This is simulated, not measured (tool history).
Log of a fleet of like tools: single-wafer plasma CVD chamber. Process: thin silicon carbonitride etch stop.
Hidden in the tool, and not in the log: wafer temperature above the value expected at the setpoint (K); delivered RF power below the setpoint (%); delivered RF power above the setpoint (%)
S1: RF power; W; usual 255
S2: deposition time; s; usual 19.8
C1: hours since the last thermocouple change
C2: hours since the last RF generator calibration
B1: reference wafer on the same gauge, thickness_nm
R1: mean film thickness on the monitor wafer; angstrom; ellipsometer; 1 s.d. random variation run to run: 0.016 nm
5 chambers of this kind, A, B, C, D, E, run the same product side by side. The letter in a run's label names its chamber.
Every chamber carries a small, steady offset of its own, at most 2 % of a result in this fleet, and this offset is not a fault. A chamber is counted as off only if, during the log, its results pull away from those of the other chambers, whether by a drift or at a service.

| run | day | S1 | S2 | C1 | C2 | B1 | R1 |
|---|---|---|---|---|---|---|---|
| 1E | 0.396 | 255 | 19.8 | 79.8 | 642.6 | 13.505 | 121.910 |
| 2D | 0.683 | 255 | 19.8 | 1628.6 | 221.3 | 13.508 | 120.540 |
| 3C | 0.892 | 255 | 19.8 | 1729.5 | 564.9 | 13.507 | 123.580 |
| 4B | 1.246 | 255 | 19.8 | 862.3 | 656.0 | 13.506 | 120.760 |
| 5A | 1.646 | 255 | 19.8 | 359.8 | 334.0 | 13.506 | 121.990 |
| 6D | 1.962 | 255 | 19.8 | 1659.3 | 252.0 | 13.509 | 120.430 |
| 7E | 2.350 | 255 | 19.8 | 126.7 | 689.5 | 13.514 | 121.820 |
| 8C | 2.546 | 255 | 19.8 | 1769.2 | 604.6 | 13.515 | 124.010 |
| 9A | 2.950 | 255 | 19.8 | 391.1 | 365.3 | 13.516 | 122.240 |
| 10B | 3.129 | 255 | 19.8 | 907.5 | 701.2 | 13.514 | 121.300 |
| 11A | 3.529 | 255 | 19.8 | 405.0 | 379.2 | 13.520 | 122.090 |
| 12C | 3.775 | 255 | 19.8 | 1798.7 | 634.1 | 13.516 | 123.710 |
| 13D | 4.133 | 255 | 19.8 | 1711.4 | 304.1 | 13.523 | 120.800 |
| 14E | 4.500 | 255 | 19.8 | 178.3 | 741.1 | 13.526 | 121.980 |
| 15B | 4.758 | 255 | 19.8 | 946.6 | 740.3 | 13.529 | 121.340 |
| 16B | 5.125 | 255 | 19.8 | 955.4 | 749.1 | 13.522 | 121.680 |
| 17D | 5.483 | 255 | 19.8 | 1743.8 | 336.5 | 13.529 | 120.660 |
| 18E | 5.721 | 255 | 19.8 | 207.6 | 770.4 | 13.534 | 122.010 |
| 19C | 6.017 | 235 | 19.8 | 1852.5 | 687.9 | 13.532 | 120.850 |
| 20A | 6.254 | 235 | 19.8 | 470.4 | 444.6 | 13.534 | 119.010 |
| 21D | 6.483 | 235 | 19.8 | 1767.8 | 360.5 | 13.537 | 117.970 |
| 22C | 6.854 | 235 | 19.8 | 1872.6 | 708.0 | 13.540 | 121.060 |
| 23E | 7.233 | 235 | 19.8 | 243.9 | 806.7 | 13.541 | 118.840 |
| 24A | 7.575 | 255 | 19.8 | 502.1 | 476.3 | 13.540 | 122.620 |
| 25B | 7.954 | 290 | 21.2 | 1023.3 | 817.0 | 13.540 | 135.080 |
| 26D | 8.300 | 290 | 21.2 | 1811.4 | 404.1 | 13.546 | 134.880 |
| 27E | 8.542 | 290 | 21.2 | 275.3 | 838.1 | 13.542 | 135.830 |
| 28B | 8.946 | 290 | 21.2 | 1047.1 | 840.8 | 13.548 | 135.220 |
| 29A | 9.133 | 290 | 21.2 | 539.5 | 513.7 | 13.549 | 135.900 |
| 30C | 9.329 | 255 | 19.8 | 1932.0 | 767.4 | 13.557 | 124.160 |
| 31E | 9.658 | 205 | 16.6 | 302.1 | 864.9 | 13.549 | 95.723 |
| 32C | 9.921 | 205 | 16.6 | 1946.2 | 781.6 | 13.555 | 97.480 |
| 33D | 10.108 | 205 | 16.6 | 1854.8 | 447.5 | 13.554 | 95.003 |
| 34B | 10.362 | 205 | 16.6 | 1081.1 | 874.8 | 13.561 | 95.289 |
| 35A | 10.588 | 205 | 16.6 | 574.4 | 548.6 | 13.558 | 96.014 |
| 36B | 10.996 | 230 | 19.8 | 1096.3 | 890.0 | 13.563 | 117.700 |
| 37D | 11.229 | 230 | 19.8 | 1881.7 | 474.4 | 13.559 | 117.500 |
| 38A | 11.538 | 230 | 19.8 | 597.2 | 571.4 | 13.563 | 118.590 |
| 39C | 11.746 | 230 | 19.8 | 1990.0 | 825.4 | 13.569 | 120.550 |
| 40E | 12.054 | 230 | 19.8 | 359.6 | 922.4 | 13.564 | 118.420 |
| 41D | 12.292 | 255 | 19.8 | 1907.2 | 499.9 | 13.568 | 120.890 |
| 42C | 12.700 | 255 | 19.8 | 2012.9 | 848.3 | 13.570 | 124.070 |

The same settings go to every chamber for the next run, one line per chamber below. Forecast the results for each:
| 43A | 12.992 | 255 | 19.8 |  |  |  | ? |
| 43B | 12.992 | 255 | 19.8 |  |  |  | ? |
| 43C | 12.992 | 255 | 19.8 |  |  |  | ? |
| 43D | 12.992 | 255 | 19.8 |  |  |  | ? |
| 43E | 12.992 | 255 | 19.8 |  |  |  | ? |

| run | R1 |
|---|---|
| 43A | 122.920 |
| 43B | 121.720 |
| 43C | 124.300 |
| 43D | 120.990 |
| 43E | 122.260 |

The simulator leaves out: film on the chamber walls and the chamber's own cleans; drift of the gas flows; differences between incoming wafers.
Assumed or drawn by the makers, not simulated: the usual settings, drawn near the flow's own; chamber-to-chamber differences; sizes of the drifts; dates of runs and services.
